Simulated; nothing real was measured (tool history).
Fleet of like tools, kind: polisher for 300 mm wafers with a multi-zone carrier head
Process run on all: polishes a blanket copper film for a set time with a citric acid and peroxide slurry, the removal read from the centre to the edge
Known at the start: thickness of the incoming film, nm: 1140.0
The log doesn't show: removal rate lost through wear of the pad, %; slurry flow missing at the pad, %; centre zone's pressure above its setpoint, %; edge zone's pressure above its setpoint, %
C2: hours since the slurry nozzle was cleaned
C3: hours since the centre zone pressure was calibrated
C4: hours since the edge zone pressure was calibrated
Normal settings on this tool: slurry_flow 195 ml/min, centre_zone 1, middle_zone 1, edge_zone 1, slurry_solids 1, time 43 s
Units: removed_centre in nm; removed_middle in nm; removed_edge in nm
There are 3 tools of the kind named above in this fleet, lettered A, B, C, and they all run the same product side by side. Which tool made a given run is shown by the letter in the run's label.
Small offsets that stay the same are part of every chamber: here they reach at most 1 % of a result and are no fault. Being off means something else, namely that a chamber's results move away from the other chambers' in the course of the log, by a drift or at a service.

run 1C hour=6.9 | slurry_flow=195 centre_zone=1 middle_zone=1 edge_zone=1 slurry_solids=1 time=43 | wafers_polished_on_this_pad=259 C2=428.7 C3=1487.3 C4=552.4 | removed_centre=124.86 removed_middle=126.75 removed_edge=126.59
run 2A hour=13.1 | slurry_flow=195 centre_zone=1 middle_zone=1 edge_zone=1 slurry_solids=1 time=43 | wafers_polished_on_this_pad=478 C2=55.2 C3=185.4 C4=597.5 | removed_centre=124.82 removed_middle=128.14 removed_edge=126.67
run 3B hour=19.9 | slurry_flow=195 centre_zone=1 middle_zone=1 edge_zone=1 slurry_solids=1 time=43 | wafers_polished_on_this_pad=1175 C2=611.7 C3=636.8 C4=513.6 | removed_centre=127.08 removed_middle=124.42 removed_edge=125.05
-- hour=24.8 chamber B: worn pad replaced by a new one
run 4B hour=26.7 | slurry_flow=195 centre_zone=1 middle_zone=1 edge_zone=1 slurry_solids=1 time=43 | wafers_polished_on_this_pad=33 C2=618.5 C3=643.6 C4=520.4 | removed_centre=126.29 removed_middle=124.47 removed_edge=124.39
-- hour=29.3 chamber C: worn pad replaced by a new one
run 5C hour=32.5 | slurry_flow=195 centre_zone=1 middle_zone=1 edge_zone=1 slurry_solids=1 time=43 | wafers_polished_on_this_pad=54 C2=454.3 C3=1512.9 C4=578 | removed_centre=125.93 removed_middle=123.84 removed_edge=126.75
run 6A hour=35.6 | slurry_flow=195 centre_zone=1 middle_zone=1 edge_zone=1 slurry_solids=1 time=43 | wafers_polished_on_this_pad=865 C2=77.7 C3=207.9 C4=620 | removed_centre=125.33 removed_middle=126.24 removed_edge=122.01
run 7C hour=41.4 | slurry_flow=195 centre_zone=1 middle_zone=1 edge_zone=1 slurry_solids=1 time=43 | wafers_polished_on_this_pad=207 C2=463.2 C3=1521.8 C4=586.9 | removed_centre=125.95 removed_middle=126.84 removed_edge=128.12
run 8A hour=46.4 | slurry_flow=195 centre_zone=1 middle_zone=1 edge_zone=1 slurry_solids=1 time=43 | wafers_polished_on_this_pad=1050 C2=88.5 C3=218.7 C4=630.8 | removed_centre=127.36 removed_middle=125.75 removed_edge=123.77
run 9B hour=50.2 | slurry_flow=195 centre_zone=1 middle_zone=1 edge_zone=1 slurry_solids=1 time=43 | wafers_polished_on_this_pad=436 C2=642 C3=667.1 C4=543.9 | removed_centre=126.07 removed_middle=126.06 removed_edge=125.27
-- hour=54.9 chamber A: worn pad replaced by a new one
run 10B hour=56 | slurry_flow=195 centre_zone=1 middle_zone=1 edge_zone=1 slurry_solids=1 time=43 | wafers_polished_on_this_pad=536 C2=647.8 C3=672.9 C4=549.7 | removed_centre=123.4 removed_middle=126.21 removed_edge=127.82
-- hour=58.6 chamber B: slurry nozzle cleaned
run 11C hour=59.6 | slurry_flow=195 centre_zone=1 middle_zone=1 edge_zone=1 slurry_solids=1 time=43 | wafers_polished_on_this_pad=519 C2=481.4 C3=1540 C4=605.1 | removed_centre=125.98 removed_middle=125.36 removed_edge=122.8
run 12A hour=63.6 | slurry_flow=195 centre_zone=1 middle_zone=1 edge_zone=1 slurry_solids=1 time=43 | wafers_polished_on_this_pad=149 C2=105.7 C3=235.9 C4=648 | removed_centre=128.27 removed_middle=126.92 removed_edge=126.22
run 13C hour=66.6 | slurry_flow=195 centre_zone=1 middle_zone=1 edge_zone=1 slurry_solids=1 time=43 | wafers_polished_on_this_pad=640 C2=488.4 C3=1547 C4=612.1 | removed_centre=126.53 removed_middle=126.43 removed_edge=123.8
-- hour=67.4 chamber C: worn pad replaced by a new one
run 14B hour=70.9 | slurry_flow=195 centre_zone=1 middle_zone=1 edge_zone=1 slurry_solids=1 time=43 | wafers_polished_on_this_pad=791 C2=12.3 C3=687.8 C4=564.6 | removed_centre=126.85 removed_middle=124.4 removed_edge=125.1
run 15A hour=77.3 | slurry_flow=195 centre_zone=1 middle_zone=1 edge_zone=1 slurry_solids=1 time=43 | wafers_polished_on_this_pad=384 C2=119.4 C3=249.6 C4=661.7 | removed_centre=129.46 removed_middle=124.87 removed_edge=125.44
run 16B hour=84 | slurry_flow=195 centre_zone=1 middle_zone=1 edge_zone=1 slurry_solids=1 time=43 | wafers_polished_on_this_pad=1016 C2=25.4 C3=700.9 C4=577.7 | removed_centre=124.91 removed_middle=126.74 removed_edge=126.28
run 17C hour=87.5 | slurry_flow=195 centre_zone=1 middle_zone=1 edge_zone=1 slurry_solids=1 time=43 | wafers_polished_on_this_pad=345 C2=509.3 C3=1567.9 C4=633 | removed_centre=124.17 removed_middle=126.73 removed_edge=124.07
run 18A hour=92.6 | slurry_flow=195 centre_zone=1 middle_zone=1 edge_zone=1 slurry_solids=1 time=43 | wafers_polished_on_this_pad=647 C2=134.7 C3=264.9 C4=677 | removed_centre=129.5 removed_middle=126.96 removed_edge=121.87
-- hour=92.8 chamber C: centre zone pressure recalibrated
-- hour=97.7 chamber C: worn pad replaced by a new one
run 19A hour=98.4 | slurry_flow=195 centre_zone=1 middle_zone=0.95 edge_zone=0.9 slurry_solids=1 time=43 | wafers_polished_on_this_pad=746 C2=140.5 C3=270.7 C4=682.8 | removed_centre=130.7 removed_middle=121.48 removed_edge=118.8
run 20C hour=102.1 | slurry_flow=195 centre_zone=1 middle_zone=0.95 edge_zone=0.9 slurry_solids=1 time=43 | wafers_polished_on_this_pad=75 C2=523.9 C3=9.4 C4=647.6 | removed_centre=124.23 removed_middle=119.41 removed_edge=121.05
run 21B hour=107.1 | slurry_flow=195 centre_zone=1 middle_zone=0.95 edge_zone=0.9 slurry_solids=1 time=43 | wafers_polished_on_this_pad=1412 C2=48.5 C3=724 C4=600.8 | removed_centre=125.54 removed_middle=120.13 removed_edge=118.1
-- hour=111.7 chamber B: worn pad replaced by a new one
run 22A hour=112.8 | slurry_flow=195 centre_zone=1 middle_zone=1 edge_zone=1 slurry_solids=1 time=43 | wafers_polished_on_this_pad=993 C2=154.9 C3=285.1 C4=697.2 | removed_centre=130.99 removed_middle=128.81 removed_edge=127.42
run 23C hour=118.8 | slurry_flow=195 centre_zone=1 middle_zone=1 edge_zone=1 slurry_solids=1 time=43 | wafers_polished_on_this_pad=362 C2=540.6 C3=26.1 C4=664.3 | removed_centre=124.2 removed_middle=125.84 removed_edge=126.31
run 24B hour=121.9 | slurry_flow=195 centre_zone=1 middle_zone=1 edge_zone=1 slurry_solids=1 time=43 | wafers_polished_on_this_pad=176 C2=63.3 C3=738.8 C4=615.6 | removed_centre=126.79 removed_middle=124.87 removed_edge=124.97
run 25B hour=127.4 | slurry_flow=195 centre_zone=1 middle_zone=1 edge_zone=1 slurry_solids=1 time=43 | wafers_polished_on_this_pad=270 C2=68.8 C3=744.3 C4=621.1 | removed_centre=125.92 removed_middle=126.13 removed_edge=125.24

Which is it: a chamber that has drifted or been left off by a service, a gauge drift common to all chambers, or only each chamber's usual small offset? If a chamber is off, name it and its likeliest cause.

Chamber A drifts away from the others.
What lies behind it: centre zone's pressure above its setpoint, % = 5.41.

Which of the 4 candidates below, each the usual settings with something changed and its results left as question marks, puts chamber A back in line with what the other chambers give on the usual settings?
Counts as in line when no further than this from what the other chambers average on the usual settings: removed_centre 3.1 nm; removed_middle 3.6 nm; removed_edge 5.5 nm
run 26A-1 hour=132.5 | slurry_flow=200 centre_zone=1.04 middle_zone=1 edge_zone=0.98 slurry_solids=1 time=43 | removed_centre=? removed_middle=? removed_edge=?
run 26A-2 hour=132.5 | slurry_flow=200 centre_zone=1.07 middle_zone=0.99 edge_zone=0.97 slurry_solids=1 time=44 | removed_centre=? removed_middle=? removed_edge=?
run 26A-3 hour=132.5 | slurry_flow=190 centre_zone=0.96 middle_zone=1 edge_zone=1.02 slurry_solids=1 time=43 | removed_centre=? removed_middle=? removed_edge=?
run 26A-4 hour=132.5 | slurry_flow=190 centre_zone=0.93 middle_zone=1.01 edge_zone=1.03 slurry_solids=1 time=42 | removed_centre=? removed_middle=? removed_edge=?

Usual-settings mean across the other chambers: removed_centre 125.55 nm; removed_middle 125.17 nm; removed_edge 125.1 nm
run=26A-1 removed_centre=138.45 removed_middle=126.7 removed_edge=124.17
run=26A-2 removed_centre=146.11 removed_middle=128.43 removed_edge=126.39
run=26A-3 removed_centre=125.75 removed_middle=125.78 removed_edge=126.12
run=26A-4 removed_centre=118.62 removed_middle=124.02 removed_edge=123.81
26A-3 is the one that brings the chamber's results back in line with the other chambers.
